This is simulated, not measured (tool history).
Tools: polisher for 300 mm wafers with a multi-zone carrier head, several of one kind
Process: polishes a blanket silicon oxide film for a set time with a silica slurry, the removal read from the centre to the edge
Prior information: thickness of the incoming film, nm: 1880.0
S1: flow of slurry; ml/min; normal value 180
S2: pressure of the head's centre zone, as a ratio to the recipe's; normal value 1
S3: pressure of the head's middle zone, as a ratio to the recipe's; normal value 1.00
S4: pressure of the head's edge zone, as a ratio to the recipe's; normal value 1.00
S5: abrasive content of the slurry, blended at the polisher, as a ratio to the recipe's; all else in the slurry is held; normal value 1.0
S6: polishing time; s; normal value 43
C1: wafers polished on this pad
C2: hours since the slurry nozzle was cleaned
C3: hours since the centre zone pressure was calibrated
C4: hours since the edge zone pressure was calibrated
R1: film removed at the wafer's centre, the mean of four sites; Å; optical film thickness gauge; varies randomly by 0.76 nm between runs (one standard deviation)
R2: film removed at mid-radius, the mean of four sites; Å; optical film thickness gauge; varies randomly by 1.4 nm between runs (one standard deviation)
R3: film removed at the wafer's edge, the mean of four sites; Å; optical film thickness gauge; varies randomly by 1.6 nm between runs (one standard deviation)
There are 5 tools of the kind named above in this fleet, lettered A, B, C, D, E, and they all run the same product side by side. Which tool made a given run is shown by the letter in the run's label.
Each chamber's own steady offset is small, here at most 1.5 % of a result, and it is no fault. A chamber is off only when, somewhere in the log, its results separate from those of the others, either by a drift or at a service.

| run | hour | S1 | S2 | S3 | S4 | S5 | S6 | C1 | C2 | C3 | C4 | R1 | R2 | R3 |
|---|---|---|---|---|---|---|---|---|---|---|---|---|---|---|
| 1D | 8.7 | 180 | 1 | 1.00 | 1.00 | 1.0 | 43 | 751 | 143.3 | 268.9 | 358.3 | 1160.6 | 1162.1 | 1164.9 |
| 2E | 15.5 | 180 | 1 | 1.00 | 1.00 | 1.0 | 43 | 667 | 175.3 | 214.2 | 705.8 | 1173.6 | 1151.4 | 1151.7 |
|  | 15.8 | chamber C: worn pad replaced by a new one |
|  | 21.0 | chamber D: worn pad replaced by a new one |
| 3B | 21.1 | 180 | 1 | 1.00 | 1.00 | 1.0 | 43 | 842 | 331.9 | 228.2 | 912.9 | 1189.0 | 1179.4 | 1168.9 |
| 4C | 31.9 | 180 | 1 | 1.00 | 1.00 | 1.0 | 43 | 241 | 268.4 | 121.1 | 798.0 | 1187.1 | 1175.8 | 1185.2 |
|  | 33.5 | chamber B: edge zone pressure recalibrated |
|  | 34.4 | chamber A: centre zone pressure recalibrated |
|  | 35.0 | chamber B: worn pad replaced by a new one |
|  | 37.6 | chamber E: worn pad replaced by a new one |
| 5A | 37.7 | 180 | 1 | 1.00 | 1.00 | 1.0 | 43 | 614 | 624.4 | 3.4 | 933.4 | 1185.6 | 1178.0 | 1193.8 |
| 6A | 47.2 | 180 | 1 | 1.00 | 1.00 | 1.0 | 43 | 756 | 633.9 | 12.9 | 942.9 | 1176.8 | 1172.0 | 1179.2 |
| 7B | 58.3 | 180 | 1 | 1.00 | 1.00 | 1.0 | 43 | 349 | 369.1 | 265.4 | 24.9 | 1176.4 | 1183.5 | 1175.1 |
| 8C | 69.0 | 180 | 1 | 1.00 | 1.00 | 1.0 | 43 | 796 | 305.5 | 158.2 | 835.1 | 1182.9 | 1150.9 | 1156.0 |
| 9D | 75.9 | 180 | 1 | 1.00 | 1.00 | 1.0 | 43 | 821 | 210.5 | 336.1 | 425.5 | 1152.3 | 1175.9 | 1171.2 |
|  | 78.1 | chamber A: slurry nozzle cleaned |
|  | 82.4 | chamber A: worn pad replaced by a new one |
| 10E | 82.8 | 180 | 1 | 1.00 | 1.00 | 1.0 | 43 | 676 | 242.6 | 281.5 | 773.1 | 1181.6 | 1162.9 | 1168.5 |
|  | 83.7 | chamber D: worn pad replaced by a new one |
|  | 88.9 | chamber C: worn pad replaced by a new one |
| 11E | 91.5 | 210 | 1 | 1.00 | 0.90 | 1.0 | 43 | 806 | 251.3 | 290.2 | 781.8 | 1224.4 | 1189.3 | 1139.7 |
| 12A | 97.9 | 210 | 1 | 1.00 | 0.90 | 1.0 | 43 | 232 | 19.8 | 63.6 | 993.6 | 1218.9 | 1204.3 | 1099.0 |
|  | 102.6 | chamber E: worn pad replaced by a new one |
|  | 107.0 | chamber B: worn pad replaced by a new one |
| 13C | 109.7 | 210 | 1 | 1.00 | 0.90 | 1.0 | 43 | 311 | 346.2 | 198.9 | 875.8 | 1224.4 | 1220.0 | 1151.9 |
| 14B | 116.6 | 210 | 1 | 1.00 | 0.90 | 1.0 | 43 | 144 | 427.4 | 323.7 | 83.2 | 1222.1 | 1241.5 | 1090.6 |
| 15D | 123.1 | 210 | 1 | 1.00 | 0.90 | 1.0 | 43 | 590 | 257.7 | 383.3 | 472.7 | 1189.9 | 1218.4 | 1131.1 |
| 16D | 132.1 | 180 | 1 | 1.00 | 1.00 | 1.0 | 43 | 724 | 266.7 | 392.3 | 481.7 | 1154.8 | 1162.0 | 1174.6 |
| 17B | 138.5 | 180 | 1 | 1.00 | 1.00 | 1.0 | 43 | 471 | 449.3 | 345.6 | 105.1 | 1184.8 | 1199.6 | 1205.1 |
| 18E | 146.7 | 180 | 1 | 1.00 | 1.00 | 1.0 | 43 | 660 | 306.5 | 345.4 | 837.0 | 1175.2 | 1175.6 | 1183.9 |
| 19A | 157.1 | 180 | 1 | 1.00 | 1.00 | 1.0 | 43 | 1118 | 79.0 | 122.8 | 1052.8 | 1182.2 | 1178.1 | 1185.4 |
|  | 159.6 | chamber C: worn pad replaced by a new one |
|  | 159.8 | chamber D: worn pad replaced by a new one |
| 20C | 164.0 | 180 | 1 | 1.00 | 1.00 | 0.8 | 43 | 66 | 400.5 | 253.2 | 930.1 | 1062.3 | 1050.1 | 1057.1 |
|  | 165.9 | chamber E: worn pad replaced by a new one |
|  | 169.0 | chamber B: worn pad replaced by a new one |
|  | 173.3 | chamber E: slurry nozzle cleaned |
| 21C | 173.4 | 180 | 1 | 1.00 | 1.00 | 0.8 | 43 | 207 | 409.9 | 262.6 | 939.5 | 1064.4 | 1073.5 | 1053.1 |
|  | 174.4 | chamber D: slurry nozzle cleaned |
|  | 181.4 | chamber A: worn pad replaced by a new one |
| 22A | 185.6 | 180 | 1 | 1.00 | 1.00 | 0.8 | 43 | 63 | 107.5 | 151.3 | 1081.3 | 1054.9 | 1075.5 | 1053.1 |
| 23D | 192.5 | 180 | 1 | 1.00 | 1.00 | 0.8 | 43 | 489 | 18.2 | 452.7 | 542.1 | 1038.9 | 1050.0 | 1068.7 |
|  | 197.9 | chamber C: edge zone pressure recalibrated |
| 24B | 202.7 | 180 | 1 | 1.00 | 1.00 | 0.8 | 43 | 505 | 513.5 | 409.8 | 169.3 | 1055.4 | 1064.0 | 1072.9 |
| 25E | 213.0 | 180 | 1 | 1.00 | 1.00 | 1.0 | 43 | 705 | 39.7 | 411.7 | 903.3 | 1143.9 | 1147.3 | 1173.3 |
|  | 213.8 | chamber A: edge zone pressure recalibrated |
|  | 218.4 | chamber B: slurry nozzle cleaned |
| 26B | 221.0 | 180 | 1 | 1.00 | 1.00 | 1.0 | 43 | 778 | 2.7 | 428.1 | 187.6 | 1185.9 | 1188.6 | 1178.9 |
|  | 222.5 | chamber C: slurry nozzle cleaned |
|  | 223.9 | chamber E: worn pad replaced by a new one |
| 27A | 228.8 | 180 | 1 | 1.00 | 1.00 | 1.0 | 43 | 708 | 150.7 | 194.5 | 15.0 | 1164.1 | 1193.6 | 1154.5 |
|  | 231.4 | chamber C: worn pad replaced by a new one |
|  | 232.5 | chamber D: worn pad replaced by a new one |
|  | 236.0 | chamber B: worn pad replaced by a new one |
| 28D | 236.9 | 180 | 1 | 1.00 | 1.00 | 1.0 | 43 | 66 | 62.6 | 497.1 | 586.5 | 1159.9 | 1199.4 | 1171.0 |
| 29E | 242.3 | 180 | 1 | 1.00 | 1.00 | 1.0 | 43 | 276 | 69.0 | 441.0 | 932.6 | 1139.7 | 1168.0 | 1175.4 |
| 30C | 247.7 | 180 | 1 | 1.00 | 1.00 | 1.0 | 43 | 244 | 25.2 | 336.9 | 49.8 | 1196.6 | 1168.3 | 1186.5 |
|  | 254.1 | chamber C: centre zone pressure recalibrated |
| 31C | 257.2 | 180 | 1 | 1.00 | 1.00 | 1.0 | 43 | 386 | 34.7 | 3.2 | 59.3 | 1188.2 | 1162.8 | 1147.6 |
| 32D | 268.4 | 180 | 1 | 1.00 | 1.00 | 1.0 | 43 | 537 | 94.1 | 528.6 | 618.0 | 1163.0 | 1181.9 | 1156.8 |
| 33A | 278.4 | 180 | 1 | 1.09 | 0.92 | 1.0 | 43 | 1450 | 200.3 | 244.1 | 64.6 | 1164.3 | 1279.5 | 1129.9 |
| 34E | 289.7 | 180 | 1 | 1.09 | 0.92 | 1.0 | 43 | 985 | 116.4 | 488.4 | 980.0 | 1109.3 | 1260.8 | 1122.6 |
|  | 299.1 | chamber B: worn pad replaced by a new one |
|  | 299.9 | chamber D: worn pad replaced by a new one |
| 35B | 301.0 | 180 | 1 | 1.09 | 0.92 | 1.0 | 43 | 28 | 82.7 | 508.1 | 267.6 | 1193.7 | 1275.7 | 1148.3 |
|  | 304.5 | chamber C: worn pad replaced by a new one |
| 36C | 313.0 | 180 | 1 | 1.09 | 0.92 | 1.0 | 43 | 128 | 90.5 | 59.0 | 115.1 | 1187.8 | 1259.0 | 1119.6 |
| 37D | 320.6 | 180 | 1 | 1.09 | 0.92 | 1.0 | 43 | 309 | 146.3 | 580.8 | 670.2 | 1155.7 | 1277.9 | 1123.6 |
| 38B | 326.3 | 180 | 1 | 1.00 | 1.00 | 1.0 | 43 | 406 | 108.0 | 533.4 | 292.9 | 1181.6 | 1197.2 | 1154.3 |

Each of the 5 chambers runs these same settings next. Fill in every chamber's results:
| 39A | 335.1 | 180 | 1 | 1.00 | 1.00 | 1.0 | 43 |  |  |  |  | ? | ? | ? |
| 39B | 335.1 | 180 | 1 | 1.00 | 1.00 | 1.0 | 43 |  |  |  |  | ? | ? | ? |
| 39C | 335.1 | 180 | 1 | 1.00 | 1.00 | 1.0 | 43 |  |  |  |  | ? | ? | ? |
| 39D | 335.1 | 180 | 1 | 1.00 | 1.00 | 1.0 | 43 |  |  |  |  | ? | ? | ? |
| 39E | 335.1 | 180 | 1 | 1.00 | 1.00 | 1.0 | 43 |  |  |  |  | ? | ? | ? |

| run | R1 | R2 | R3 |
|---|---|---|---|
| 39A | 1179.8 | 1189.2 | 1212.0 |
| 39B | 1182.1 | 1206.7 | 1183.4 |
| 39C | 1185.8 | 1165.1 | 1140.3 |
| 39D | 1162.4 | 1172.1 | 1183.9 |
| 39E | 1079.6 | 1176.4 | 1166.2 |
